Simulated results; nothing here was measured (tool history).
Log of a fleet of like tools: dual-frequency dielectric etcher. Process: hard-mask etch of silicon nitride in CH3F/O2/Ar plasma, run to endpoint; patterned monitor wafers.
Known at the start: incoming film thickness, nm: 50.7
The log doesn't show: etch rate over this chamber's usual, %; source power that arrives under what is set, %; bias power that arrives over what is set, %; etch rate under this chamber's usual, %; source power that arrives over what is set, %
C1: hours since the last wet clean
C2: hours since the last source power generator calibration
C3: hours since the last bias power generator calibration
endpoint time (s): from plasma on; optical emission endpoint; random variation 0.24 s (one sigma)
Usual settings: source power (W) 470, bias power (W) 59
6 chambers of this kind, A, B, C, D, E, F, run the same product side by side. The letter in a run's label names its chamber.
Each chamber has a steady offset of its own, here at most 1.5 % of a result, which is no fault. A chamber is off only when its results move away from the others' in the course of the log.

Run 1D, day 0.633: usual settings; C1 450.2; C2 926.6; C3 3348.2. Result: endpoint time (s) 73.163.
Run 2B, day 1.188: usual settings; C1 193.1; C2 897.6; C3 1697.0. Result: endpoint time (s) 73.664.
At day 1.346: chamber F: wet clean of the chamber.
Run 3A, day 1.804: usual settings; C1 114.1; C2 3148.6; C3 4101.9. Result: endpoint time (s) 74.184.
Run 4F, day 2.108: usual settings; C1 18.3; C2 1043.2; C3 2404.5. Result: endpoint time (s) 74.071.
Run 5E, day 2.417: usual settings; C1 303.5; C2 619.6; C3 790.0. Result: endpoint time (s) 74.198.
Run 6C, day 2.842: usual settings but source power (W) 530; C1 149.8; C2 1315.6; C3 1362.3. Result: endpoint time (s) 70.592.
Run 7F, day 3.129: usual settings but source power (W) 530; C1 42.8; C2 1067.7; C3 2429.0. Result: endpoint time (s) 70.714.
Run 8D, day 3.696: usual settings but source power (W) 530; C1 523.7; C2 1000.1; C3 3421.7. Result: endpoint time (s) 69.969.
Run 9A, day 4.079: usual settings but source power (W) 530; C1 168.7; C2 3203.2; C3 4156.5. Result: endpoint time (s) 70.607.
Run 10C, day 4.638: usual settings but source power (W) 530; C1 192.9; C2 1358.7; C3 1405.4. Result: endpoint time (s) 70.899.
Run 11B, day 5.112: usual settings but source power (W) 530; C1 287.3; C2 991.8; C3 1791.2. Result: endpoint time (s) 70.658.
Run 12E, day 5.442: usual settings; C1 376.1; C2 692.2; C3 862.6. Result: endpoint time (s) 74.231.
Run 13E, day 5.746: usual settings; C1 383.4; C2 699.5; C3 869.9. Result: endpoint time (s) 73.934.
At day 5.783: chamber E: wet clean of the chamber.
Run 14F, day 6.350: usual settings; C1 120.1; C2 1145.0; C3 2506.3. Result: endpoint time (s) 74.105.
Run 15D, day 6.908: usual settings; C1 600.8; C2 1077.2; C3 3498.8. Result: endpoint time (s) 73.277.
Run 16B, day 7.538: usual settings; C1 345.5; C2 1050.0; C3 1849.4. Result: endpoint time (s) 73.972.
Run 17A, day 7.904: usual settings; C1 260.5; C2 3295.0; C3 4248.3. Result: endpoint time (s) 73.695.
Run 18C, day 8.308: usual settings; C1 281.0; C2 1446.8; C3 1493.5. Result: endpoint time (s) 73.991.
Run 19C, day 8.717: usual settings; C1 290.8; C2 1456.6; C3 1503.3. Result: endpoint time (s) 74.332.
At day 8.850: chamber D: wet clean of the chamber.
Run 20F, day 9.271: usual settings; C1 190.2; C2 1215.1; C3 2576.4. Result: endpoint time (s) 74.329.
Run 21D, day 9.612: usual settings; C1 18.4; C2 1142.1; C3 3563.7. Result: endpoint time (s) 73.049.
Run 22E, day 10.142: usual settings; C1 104.6; C2 805.0; C3 975.4. Result: endpoint time (s) 74.257.
Run 23A, day 10.462: usual settings; C1 321.9; C2 3356.4; C3 4309.7. Result: endpoint time (s) 73.297.
Run 24B, day 10.829: usual settings; C1 424.5; C2 1129.0; C3 1928.4. Result: endpoint time (s) 74.805.
At day 10.833: chamber A: bias power generator calibrated.
Run 25F, day 11.329: usual settings; C1 239.6; C2 1264.5; C3 2625.8. Result: endpoint time (s) 74.104.
Run 26A, day 11.762: usual settings but source power (W) 550; C1 353.1; C2 3387.6; C3 22.3. Result: endpoint time (s) 69.322.
Run 27B, day 12.375: usual settings but source power (W) 550; C1 461.6; C2 1166.1; C3 1965.5. Result: endpoint time (s) 70.734.
Run 28E, day 12.904: usual settings but source power (W) 550; C1 170.9; C2 871.3; C3 1041.7. Result: endpoint time (s) 69.843.
Run 29D, day 13.388: usual settings but source power (W) 550; C1 109.0; C2 1232.7; C3 3654.3. Result: endpoint time (s) 68.766.
Run 30C, day 13.942: usual settings but source power (W) 550; C1 416.2; C2 1582.0; C3 1628.7. Result: endpoint time (s) 69.821.
At day 14.029: chamber A: wet clean of the chamber.
Run 31A, day 14.238: usual settings but source power (W) 550; C1 5.1; C2 3447.0; C3 81.7. Result: endpoint time (s) 69.980.
Run 32D, day 14.558: usual settings but bias power (W) 64; C1 137.1; C2 1260.8; C3 3682.4. Result: endpoint time (s) 71.157.
Run 33C, day 15.033: usual settings but bias power (W) 64; C1 442.4; C2 1608.2; C3 1654.9. Result: endpoint time (s) 72.183.
Run 34E, day 15.575: usual settings but bias power (W) 64; C1 235.0; C2 935.4; C3 1105.8. Result: endpoint time (s) 72.036.
Run 35B, day 16.212: usual settings but bias power (W) 64; C1 553.7; C2 1258.2; C3 2057.6. Result: endpoint time (s) 74.598.
Run 36F, day 16.579: usual settings but bias power (W) 64; C1 365.6; C2 1390.5; C3 2751.8. Result: endpoint time (s) 72.601.
Run 37D, day 17.188: usual settings but bias power (W) 64; C1 200.2; C2 1323.9; C3 3745.5. Result: endpoint time (s) 71.032.

Next, every chamber runs the same settings. What will each give?
Run 38A, day 17.650: usual settings but source power (W) 530. Result: endpoint time (s) ?.
Run 38B, day 17.650: usual settings but source power (W) 530. Result: endpoint time (s) ?.
Run 38C, day 17.650: usual settings but source power (W) 530. Result: endpoint time (s) ?.
Run 38D, day 17.650: usual settings but source power (W) 530. Result: endpoint time (s) ?.
Run 38E, day 17.650: usual settings but source power (W) 530. Result: endpoint time (s) ?.
Run 38F, day 17.650: usual settings but source power (W) 530. Result: endpoint time (s) ?.

run  endpoint time (s)
38A             70.809
38B             73.151
38C             70.492
38D             69.951
38E             71.089
38F             71.236
